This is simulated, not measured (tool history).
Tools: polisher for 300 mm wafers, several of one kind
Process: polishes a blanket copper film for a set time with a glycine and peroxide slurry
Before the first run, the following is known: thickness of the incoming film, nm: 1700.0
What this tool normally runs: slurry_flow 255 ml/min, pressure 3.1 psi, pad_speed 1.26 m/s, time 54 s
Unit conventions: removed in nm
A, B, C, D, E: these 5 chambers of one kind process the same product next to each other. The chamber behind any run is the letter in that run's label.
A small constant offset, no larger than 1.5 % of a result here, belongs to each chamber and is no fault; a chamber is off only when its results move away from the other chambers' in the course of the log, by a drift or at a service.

run   hour  slurry_flow  pressure  pad_speed  time  wafers polished on this pad  hours since the slurry nozzle was cleaned  hours since the head pressure was calibrated  removed
       2.8  -- chamber D: slurry nozzle cleaned
 1C    3.5          255       3.1       1.26    54                          303                                      234.5                                         855.8   368.35
 2A    8.1          255       3.1       1.26    54                          435                                      376.2                                         148.8   357.98
 3E   10.9          255       3.1       1.26    54                          810                                      225.3                                         473.7   361.05
      13.1  -- chamber A: worn pad replaced by a new one
 4D   13.9          255       3.1       1.26    54                          638                                       11.2                                         846.5   366.30
 5B   17.0          255       3.1       1.26    54                          420                                      588.7                                         955.4   369.69
 6C   21.3          255       3.1       1.26    54                          535                                      252.3                                         873.6   363.80
 7E   25.6          255       3.1       1.26    54                         1001                                      240.0                                         488.4   365.36
 8B   29.0          255       3.1       1.26    54                          576                                      600.7                                         967.4   368.53
 9A   33.4          255       3.1       1.26    54                          264                                      401.5                                         174.1   371.31
10D   37.5          255       3.1       1.26    54                          946                                       34.8                                         870.1   367.69
11B   42.0          255       3.1       1.26    54                          746                                      613.7                                         980.4   369.06
12C   44.7          255       3.1       1.26    54                          840                                      275.7                                         897.0   365.27
13A   47.7          255       4.0       1.26    62                          451                                      415.8                                         188.4   529.93
      48.7  -- chamber C: worn pad replaced by a new one
14D   49.9          255       4.0       1.26    62                         1108                                       47.2                                         882.5   529.05
      51.5  -- chamber D: worn pad replaced by a new one
15E   52.1          255       4.0       1.26    62                         1347                                      266.5                                         514.9   527.96
16C   56.5          255       4.0       1.26    62                          102                                      287.5                                         908.8   535.88
17B   59.8          255       4.0       1.26    62                          978                                      631.5                                         998.2   530.15
      61.0  -- chamber E: worn pad replaced by a new one
18E   62.6          255       3.1       1.26    54                           21                                      277.0                                         525.4   362.89
      63.8  -- chamber A: worn pad replaced by a new one
19D   64.8          255       3.1       1.26    54                          174                                       62.1                                         897.4   366.89
20A   69.5          255       3.1       1.26    54                           75                                      437.6                                         210.2   373.14
21B   72.5          255       3.1       1.26    54                         1144                                      644.2                                        1010.9   361.35
      76.1  -- chamber B: slurry nozzle cleaned
22E   76.9          220       3.1       1.26    38                          207                                      291.3                                         539.7   253.54
23A   79.6          220       3.1       1.26    38                          206                                      447.7                                         220.3   255.39
24C   82.5          220       3.1       1.26    38                          441                                      313.5                                         934.8   262.01
25D   85.3          220       3.1       1.26    38                          441                                       82.6                                         917.9   255.01
26E   87.4          220       3.1       1.26    38                          344                                      301.8                                         550.2   247.83
27C   89.8          255       2.2       1.26    54                          536                                      320.8                                         942.1   278.92
28B   94.4          255       2.2       1.26    54                         1429                                       18.3                                        1032.8   260.45
29A   98.0          255       2.2       1.26    54                          446                                      466.1                                         238.7   275.64
30D  102.1          255       2.2       1.26    54                          660                                       99.4                                         934.7   273.40
     105.3  -- chamber C: worn pad replaced by a new one
31C  105.7          255       2.2       1.26    54                            5                                      336.7                                         958.0   280.07
32E  109.0          255       3.1       1.26    54                          626                                      323.4                                         571.8   363.24
33D  112.5          255       3.1       1.26    54                          796                                      109.8                                         945.1   365.83
     113.7  -- chamber A: worn pad replaced by a new one
34B  115.0          180       3.1       0.86    54                         1698                                       38.9                                        1053.4   244.20
35A  117.9          180       3.1       0.86    54                           54                                      486.0                                         258.6   256.91

All chambers now run identical settings, listed one chamber a line with results as question marks. What results will each chamber show?
36A  121.3          255       2.3       1.26    54                                                                                                                              ?
36B  121.3          255       2.3       1.26    54                                                                                                                              ?
36C  121.3          255       2.3       1.26    54                                                                                                                              ?
36D  121.3          255       2.3       1.26    54                                                                                                                              ?
36E  121.3          255       2.3       1.26    54                                                                                                                              ?

run  removed
36A   280.30
36B   272.15
36C   291.58
36D   278.49
36E   286.28
